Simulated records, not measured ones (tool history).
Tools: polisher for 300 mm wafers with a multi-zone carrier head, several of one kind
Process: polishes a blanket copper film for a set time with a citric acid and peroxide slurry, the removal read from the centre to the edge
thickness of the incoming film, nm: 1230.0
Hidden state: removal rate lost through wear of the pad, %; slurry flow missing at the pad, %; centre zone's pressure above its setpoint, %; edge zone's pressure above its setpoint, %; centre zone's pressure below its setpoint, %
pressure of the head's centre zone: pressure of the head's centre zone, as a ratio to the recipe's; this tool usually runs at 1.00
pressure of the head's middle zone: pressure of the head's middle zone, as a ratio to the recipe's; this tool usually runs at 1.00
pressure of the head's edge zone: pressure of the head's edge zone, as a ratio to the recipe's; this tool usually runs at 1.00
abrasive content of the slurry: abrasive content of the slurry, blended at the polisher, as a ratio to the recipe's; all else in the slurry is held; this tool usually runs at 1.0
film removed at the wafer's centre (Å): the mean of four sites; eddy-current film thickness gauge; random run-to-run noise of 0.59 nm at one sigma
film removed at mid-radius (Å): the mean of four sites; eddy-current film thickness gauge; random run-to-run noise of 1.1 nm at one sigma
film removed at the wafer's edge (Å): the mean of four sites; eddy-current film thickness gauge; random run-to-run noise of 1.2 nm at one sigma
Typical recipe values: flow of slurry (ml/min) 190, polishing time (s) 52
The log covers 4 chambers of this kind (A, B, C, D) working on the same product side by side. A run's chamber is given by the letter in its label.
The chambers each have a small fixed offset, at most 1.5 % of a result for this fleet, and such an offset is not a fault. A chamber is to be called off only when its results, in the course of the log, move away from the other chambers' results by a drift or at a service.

run,day,flow of slurry (ml/min),pressure of the head's centre zone,pressure of the head's middle zone,pressure of the head's edge zone,abrasive content of the slurry,polishing time (s),wafers polished on this pad,hours since the slurry nozzle was cleaned,hours since the centre zone pressure was calibrated,hours since the edge zone pressure was calibrated,film removed at the wafer's centre (Å),film removed at mid-radius (Å),film removed at the wafer's edge (Å)
1D,0.221,190,1.00,1.00,1.00,1.0,52,173,651.1,1026.3,425.7,832.10,832.00,820.26
2B,0.458,190,1.00,1.00,1.00,1.0,52,496,46.1,798.0,133.7,826.71,836.49,823.01
# day 0.521: chamber C: worn pad replaced by a new one
3C,0.642,190,1.00,1.00,1.00,1.0,52,21,184.2,966.7,1234.1,835.41,821.50,819.01
4A,0.800,190,1.00,1.00,1.00,1.0,52,182,218.3,254.7,236.7,826.49,825.97,822.22
5A,0.975,190,1.00,1.00,1.00,1.0,52,213,222.5,258.9,240.9,831.33,863.13,824.19
# day 1.075: chamber D: edge zone pressure recalibrated
6C,1.204,190,1.00,0.89,1.00,1.0,52,118,197.7,980.2,1247.6,827.38,742.89,851.20
7B,1.354,190,1.00,0.89,1.00,1.0,52,651,67.6,819.5,155.2,822.54,735.10,834.22
8D,1.675,190,1.00,0.89,1.00,1.0,52,424,686.0,1061.2,14.4,830.69,740.28,811.45
9C,1.946,190,1.00,0.89,1.00,1.0,52,246,215.5,998.0,1265.4,831.31,743.29,833.84
10B,2.246,190,1.00,1.00,1.00,1.0,52,806,89.0,840.9,176.6,816.07,817.51,830.46
# day 2.379: chamber C: edge zone pressure recalibrated
# day 2.408: chamber B: centre zone pressure recalibrated
11A,2.546,190,1.00,1.00,1.00,1.0,52,484,260.2,296.6,278.6,830.08,846.62,825.32
# day 2.583: chamber B: worn pad replaced by a new one
# day 2.600: chamber D: worn pad replaced by a new one
12D,2.850,170,1.00,1.08,1.00,1.0,52,43,714.2,1089.4,42.6,819.02,873.06,811.01
13A,3.021,170,1.00,1.08,1.00,1.0,52,567,271.6,308.0,290.0,823.18,902.40,825.63
14D,3.192,170,1.00,1.08,1.00,1.0,52,102,722.4,1097.6,50.8,823.72,880.73,817.98
# day 3.267: chamber D: slurry nozzle cleaned
15C,3.408,170,1.00,1.08,1.00,1.0,52,500,250.6,1033.1,24.7,821.87,855.39,820.76
16B,3.704,190,1.00,1.00,1.00,1.0,52,194,124.0,31.1,211.6,898.01,831.27,833.43
17B,3.933,190,1.08,1.00,1.09,1.0,52,234,129.5,36.6,217.1,973.26,826.17,879.61
# day 4.062: chamber A: slurry nozzle cleaned
18C,4.188,190,1.08,1.00,1.09,1.0,52,634,269.3,1051.8,43.4,914.46,831.69,856.71
19D,4.408,190,1.08,1.00,1.09,1.0,52,313,27.4,1126.8,80.0,906.76,816.34,883.46
20A,4.671,190,1.08,1.00,1.09,1.0,52,852,14.7,347.6,329.6,909.74,842.86,876.18
21B,4.942,190,1.00,1.00,1.00,1.0,52,408,153.7,60.8,241.3,885.99,822.06,837.09
# day 5.079: chamber D: centre zone pressure recalibrated
22D,5.179,190,1.00,1.00,1.00,1.0,52,446,45.9,2.4,98.5,848.65,842.23,824.81
# day 5.371: chamber D: worn pad replaced by a new one
23A,5.450,190,1.00,1.00,1.00,1.0,52,987,33.4,366.3,348.3,833.09,845.21,820.89
24C,5.708,190,1.00,1.00,1.00,1.0,52,898,305.8,1088.3,79.9,831.26,824.43,819.44
25C,5.983,190,1.00,1.00,1.00,1.0,52,945,312.4,1094.9,86.5,842.07,832.22,833.43
26D,6.288,190,1.00,1.00,1.00,1.0,52,158,72.5,29.0,125.1,839.42,825.65,819.04
27A,6.525,145,1.00,1.00,1.00,1.0,52,1173,59.2,392.1,374.1,788.95,814.58,809.22
28B,6.825,145,1.00,1.00,1.00,1.0,52,734,198.9,106.0,286.5,846.28,770.33,809.07
29A,7.100,145,1.00,1.00,1.00,1.0,52,1272,73.0,405.9,387.9,792.94,797.19,787.11

Decide between three cases: one chamber stands off from its peers, the gauge reading all wafers drifts, or nothing is wrong past each chamber's small offset. Where a chamber is off, say which and what most likely put it there.

A service left chamber B off against the others.
Likeliest cause: centre zone's pressure above its setpoint, % = 6.75.

Which of the 4 candidates below, each the usual settings with something changed and its results left as question marks, puts chamber B back in line with what the other chambers give on the usual settings?
In line here means within this much of the mean the other chambers give on the usual settings: film removed at the wafer's centre (Å) 21.00; film removed at mid-radius (Å) 38.00; film removed at the wafer's edge (Å) 41.00
30B-1,7.338,195,1.10,0.97,0.97,1.0,53,,,,,?,?,?
30B-2,7.338,185,0.95,1.02,1.01,1.0,52,,,,,?,?,?
30B-3,7.338,195,1.05,0.98,0.99,1.0,52,,,,,?,?,?
30B-4,7.338,185,0.90,1.04,1.02,1.0,52,,,,,?,?,?

The mean the other chambers reach with the usual settings: film removed at the wafer's centre (Å) 836.16; film removed at mid-radius (Å) 833.07; film removed at the wafer's edge (Å) 828.38
run,film removed at the wafer's centre (Å),film removed at mid-radius (Å),film removed at the wafer's edge (Å)
30B-1,1011.20,822.58,834.13
30B-2,836.98,839.81,830.26
30B-3,942.85,815.02,826.94
30B-4,788.16,855.42,834.31
Change 30B-2 lands the chamber within the allowed miss of the other chambers.
